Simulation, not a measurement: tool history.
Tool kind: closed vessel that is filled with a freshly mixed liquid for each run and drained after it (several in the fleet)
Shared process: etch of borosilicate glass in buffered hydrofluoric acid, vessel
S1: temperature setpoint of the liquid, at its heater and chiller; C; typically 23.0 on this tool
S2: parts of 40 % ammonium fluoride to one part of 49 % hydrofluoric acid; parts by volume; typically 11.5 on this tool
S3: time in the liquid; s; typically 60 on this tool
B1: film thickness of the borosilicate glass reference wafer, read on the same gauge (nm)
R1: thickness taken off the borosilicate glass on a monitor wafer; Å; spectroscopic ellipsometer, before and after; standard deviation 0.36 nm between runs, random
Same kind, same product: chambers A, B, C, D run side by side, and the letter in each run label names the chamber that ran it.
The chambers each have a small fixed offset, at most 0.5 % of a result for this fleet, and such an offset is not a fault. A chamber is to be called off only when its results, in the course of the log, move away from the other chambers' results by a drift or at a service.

run,day,S1,S2,S3,B1,R1
1A,0.612,23.0,11.5,60,89.967,617.98
# day 1.075: chamber D: thermometer replaced
2B,1.096,23.0,11.5,60,89.984,608.62
3C,1.621,23.0,11.5,60,90.030,614.56
4D,1.938,23.0,11.5,60,90.040,612.14
5B,2.292,23.0,11.5,60,90.018,607.97
6C,2.754,23.0,11.5,60,90.015,623.05
7D,3.262,23.0,11.5,60,90.006,619.51
8A,3.825,23.0,11.5,60,89.967,619.66
9A,4.442,23.0,11.5,60,90.000,623.17
10C,5.104,23.0,11.5,60,90.007,620.75
11D,5.562,20.5,11.5,75,89.998,671.26
12B,6.217,20.5,11.5,75,89.988,670.55
13C,6.775,20.5,11.5,75,90.002,677.56
14D,7.225,20.5,11.5,75,90.000,667.49
15B,7.675,23.0,11.5,60,90.029,618.32
# day 8.021: chamber D: hydrofluoric acid flow meter replaced
16A,8.246,23.0,11.5,60,89.994,619.19
17C,8.725,23.0,11.5,60,89.997,623.63
18A,9.162,23.0,11.5,60,89.966,617.04
19B,9.821,23.0,11.5,60,89.970,616.18
20D,10.454,23.0,11.5,60,90.007,620.50
21B,10.812,23.0,11.5,60,89.983,615.93
22D,11.171,23.0,11.5,60,89.963,617.03
23A,11.546,23.0,11.5,60,90.026,619.00
24C,12.188,23.0,11.5,60,89.993,616.41
25A,12.846,23.0,11.5,60,90.023,619.27
26D,13.212,23.0,11.5,60,90.001,616.22
27B,13.675,23.0,11.5,60,90.005,613.51
28C,14.083,23.0,11.5,60,89.982,625.68
29A,14.521,23.0,11.5,60,89.990,617.50
30B,15.012,23.0,11.5,60,89.987,613.89
31D,15.308,23.0,11.5,60,89.993,612.23
32C,15.921,23.0,11.5,60,90.013,615.23
33C,16.550,23.0,11.5,60,90.010,621.64
34B,17.075,23.0,11.5,60,89.995,620.02
35D,17.604,23.0,11.5,60,90.027,615.05
36A,17.950,23.0,11.5,60,89.955,617.53

Next, every chamber runs the same settings. What will each give?
37A,18.433,23.0,11.5,60,,?
37B,18.433,23.0,11.5,60,,?
37C,18.433,23.0,11.5,60,,?
37D,18.433,23.0,11.5,60,,?

run,R1
37A,615.46
37B,617.05
37C,618.84
37D,614.31
